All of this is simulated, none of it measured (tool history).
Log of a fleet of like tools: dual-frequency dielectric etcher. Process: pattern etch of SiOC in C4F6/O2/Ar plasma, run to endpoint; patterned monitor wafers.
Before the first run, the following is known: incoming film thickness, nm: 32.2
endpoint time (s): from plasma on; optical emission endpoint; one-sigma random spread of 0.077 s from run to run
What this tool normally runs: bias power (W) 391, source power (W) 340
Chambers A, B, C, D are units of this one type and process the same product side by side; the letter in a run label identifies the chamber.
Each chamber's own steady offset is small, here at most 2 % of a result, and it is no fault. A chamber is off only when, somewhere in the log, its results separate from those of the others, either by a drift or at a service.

run,day,bias power (W),source power (W),hours since the last wet clean,hours since the last bias power generator calibration,hours since the last source power generator calibration,endpoint time (s)
1C,0.279,391,340,162.1,1603.2,1444.3,12.728
2B,0.675,391,340,391.1,1279,1454.1,12.54
3D,0.971,391,340,72.1,887.3,3474.7,12.624
4A,1.292,391,340,57.5,2952.1,3757.4,12.685
5C,1.55,391,340,192.6,1633.7,1474.8,12.737
6D,1.838,391,340,92.9,908.1,3495.5,12.589
7A,2.138,391,410,77.8,2972.4,3777.7,11.704
8B,2.333,391,410,430.9,1318.8,1493.9,11.726
9B,2.629,391,410,438,1325.9,1501,11.604
10D,2.908,391,410,118.6,933.8,3521.2,11.79
11C,3.312,391,340,234.9,1676,1517.1,12.75
12A,3.492,391,340,110.3,3004.9,3810.2,12.665
13A,3.892,391,340,119.9,3014.5,3819.8,12.384
14C,4.308,391,340,258.8,1699.9,1541,12.747
15B,4.571,391,340,484.6,1372.5,1547.6,12.514
16D,4.912,391,340,166.7,981.9,3569.3,12.562
17A,5.271,391,340,153,3047.6,3852.9,12.558
18C,5.492,391,340,287.2,1728.3,1569.4,12.744
19B,5.725,391,340,512.3,1400.2,1575.3,12.601
20D,6.133,391,340,196,1011.2,3598.6,12.556
21A,6.538,321,410,183.4,3078,3883.3,12.458
22B,6.758,321,410,537.1,1425,1600.1,12.681
23C,6.946,321,410,322.1,1763.2,1604.3,12.788
24D,7.162,321,410,220.7,1035.9,3623.3,12.652
25D,7.429,391,340,227.1,1042.3,3629.7,12.654
26C,7.783,391,340,342.2,1783.3,1624.4,12.95
27A,8.142,391,340,221.9,3116.5,3921.8,12.532
28B,8.338,391,340,575,1462.9,1638,12.586
29A,8.658,391,340,234.3,3128.9,3934.2,12.494
30C,9.046,391,340,372.5,1813.6,1654.7,12.703
31B,9.396,391,340,600.4,1488.3,1663.4,12.511
32D,9.767,391,340,283.2,1098.4,3685.8,12.552

Has any chamber moved away from the others, gradually or after a service, or does the common gauge drift, or do the chambers differ only by their own small steady offsets? State the chamber and the most likely cause if one applies.

The fleet is healthy, with each chamber sitting at its usual small offset and no drift in the gauge.
